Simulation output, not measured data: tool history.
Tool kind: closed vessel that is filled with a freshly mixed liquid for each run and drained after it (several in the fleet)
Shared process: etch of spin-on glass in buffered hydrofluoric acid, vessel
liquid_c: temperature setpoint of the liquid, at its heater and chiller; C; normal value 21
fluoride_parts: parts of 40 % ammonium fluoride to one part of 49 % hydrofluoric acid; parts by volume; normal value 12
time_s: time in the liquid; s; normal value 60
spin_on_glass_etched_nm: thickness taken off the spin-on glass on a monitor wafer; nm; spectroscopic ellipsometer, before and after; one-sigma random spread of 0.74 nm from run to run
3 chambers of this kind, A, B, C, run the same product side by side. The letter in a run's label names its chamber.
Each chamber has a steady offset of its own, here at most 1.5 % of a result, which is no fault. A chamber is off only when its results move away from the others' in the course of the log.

run,hour,liquid_c,fluoride_parts,time_s,hours since the thermometer was replaced,hours since the hydrofluoric acid flow meter was replaced,"read-back film thickness of the spin-on glass reference wafer, read on the same gauge (nm)",spin_on_glass_etched_nm
1A,10.9,21,12,60,1052,250.8,140.04,218.24
2B,20.4,21,12,60,918.3,1330.3,140.02,215.29
# hour 22.4: chamber B: thermometer replaced
3C,34,21,12,60,1104.4,506.9,139.97,217.27
4A,48.6,21,12,60,1089.7,288.5,139.99,218.33
5C,61.9,21,12,60,1132.3,534.8,140.01,216.76
6B,71.1,21,12,60,48.7,1381,139.94,216.02
7B,79.4,21,12,60,57,1389.3,139.98,215.55
8A,93,21,12,60,1134.1,332.9,140,219.38
9C,105.3,21,7.5,60,1175.7,578.2,139.99,336.22
10C,117.5,21,7.5,60,1187.9,590.4,140,340.7
11A,124.6,21,7.5,60,1165.7,364.5,139.99,339.18
12B,131.6,21,12,60,109.2,1441.5,139.95,215.43
13C,144.7,21,12,60,1215.1,617.6,139.99,220.96
14A,160.5,21,12,60,1201.6,400.4,140,218.52
15B,173.4,21,12,60,151,1483.3,140,214.33
16C,186,25.5,12,60,1256.4,658.9,139.97,285.75
17A,193.2,25.5,12,60,1234.3,433.1,140.02,279.33
18B,202.3,25.5,12,60,179.9,1512.2,139.99,276.87
19C,218.2,17,8,60,1288.6,691.1,140.02,255.94
20A,230.5,17,8,60,1271.6,470.4,140.01,253.93
21B,246.2,17,8,60,223.8,1556.1,140.02,247.58
22B,258.7,21,12,60,236.3,1568.6,140,216.53
23A,269.3,21,12,60,1310.4,509.2,140.02,217.44

Read the log: is a single chamber off, either drifting away or since a service, is the gauge that measures every chamber drifting, or is nothing wrong beyond small per-chamber offsets? Name any odd chamber and what most likely caused it.

It is chamber C that slowly wanders off from its peers.
Most likely cause: hydrofluoric acid flow above the setpoint (%) = 4.24.
With only this log, it may be confused with: liquid hotter than its thermometer reads (K).

Which of the 4 candidates below, each the usual settings with something changed and its results left as question marks, puts chamber C back in line with what the other chambers give on the usual settings?
To be in line, a result may differ from the other chambers' mean on the usual settings by at most: spin_on_glass_etched_nm 2.6 nm
24C-1,280.9,21,12.5,60,,,,?
24C-2,280.9,19.5,12,60,,,,?
24C-3,280.9,22.5,12,60,,,,?
24C-4,280.9,21,11.5,60,,,,?

Other chambers, usual settings, mean: spin_on_glass_etched_nm 217.01 nm
run,spin_on_glass_etched_nm
24C-1,217.11
24C-2,207.52
24C-3,245.37
24C-4,235.25
With 24C-1, the chamber falls back in line with the rest.
